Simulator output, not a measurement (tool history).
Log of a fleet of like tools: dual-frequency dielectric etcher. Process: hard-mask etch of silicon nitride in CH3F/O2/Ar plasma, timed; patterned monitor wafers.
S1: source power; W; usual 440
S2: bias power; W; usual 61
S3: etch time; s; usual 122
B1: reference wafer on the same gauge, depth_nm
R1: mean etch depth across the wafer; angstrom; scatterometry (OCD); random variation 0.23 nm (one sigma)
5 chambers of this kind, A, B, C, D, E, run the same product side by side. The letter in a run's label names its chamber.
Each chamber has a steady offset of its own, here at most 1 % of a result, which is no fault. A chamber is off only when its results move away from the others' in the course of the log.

run,hour,S1,S2,S3,B1,R1
1B,8.3,440,61,122,74.273,833.86
2D,16.1,440,61,122,74.284,838.91
3C,24.1,440,61,122,74.313,839.79
# hour 27.7: chamber C: wet clean of the chamber
4E,32.0,440,61,122,74.243,834.07
5A,39.2,390,61,122,74.323,804.15
6D,51.2,390,61,122,74.301,802.04
# hour 59.0: chamber D: wet clean of the chamber
7B,62.9,390,61,122,74.316,796.75
8A,74.7,390,61,122,74.280,806.64
# hour 81.7: chamber A: wet clean of the chamber
9C,81.8,390,61,122,74.274,799.97
10E,92.2,440,61,122,74.284,830.05
11D,103.4,440,61,122,74.304,840.91
12B,111.9,440,61,122,74.312,835.13
13E,119.1,440,61,122,74.334,831.25
14C,130.9,440,61,122,74.282,833.95
15A,138.4,440,61,122,74.289,839.45
16C,148.8,440,61,122,74.341,837.00
17A,158.8,510,50,122,74.315,836.78
18B,166.6,510,50,122,74.253,827.32
19D,177.7,510,50,122,74.282,837.22
20E,186.2,510,50,122,74.307,830.43
# hour 188.1: chamber E: wet clean of the chamber
21E,192.3,510,50,122,74.257,830.17
22D,202.6,440,61,122,74.312,835.19
23B,209.2,440,61,122,74.279,829.64
24C,217.8,440,61,122,74.249,837.50
25A,229.0,440,61,122,74.291,841.66
26B,240.4,440,61,122,74.335,825.90
27E,246.1,440,61,122,74.288,832.24
28A,253.5,440,61,122,74.268,844.44
# hour 254.3: chamber C: source power generator calibrated
29D,261.3,440,61,122,74.273,840.93
30C,270.9,440,61,122,74.312,838.94
31E,282.1,440,61,122,74.281,834.27
32D,287.6,440,61,122,74.293,840.58
33C,293.6,440,61,122,74.383,833.70
34A,301.1,440,61,122,74.331,841.52
35B,312.2,440,61,122,74.268,818.16
36D,319.8,440,61,122,74.298,841.27
37B,329.0,440,61,122,74.288,819.45
38E,337.6,440,61,122,74.272,831.90
39C,349.7,440,61,122,74.284,837.34
40A,359.0,440,61,122,74.305,840.32
41A,370.5,440,61,122,74.316,841.92
42B,380.3,440,61,122,74.312,814.18
43E,386.2,530,61,122,74.316,896.29

All 5 chambers run these settings next. Forecast each chamber's results:
44A,395.2,440,66,122,,?
44B,395.2,440,66,122,,?
44C,395.2,440,66,122,,?
44D,395.2,440,66,122,,?
44E,395.2,440,66,122,,?

run,R1
44A,865.98
44B,831.40
44C,856.44
44D,861.53
44E,851.69
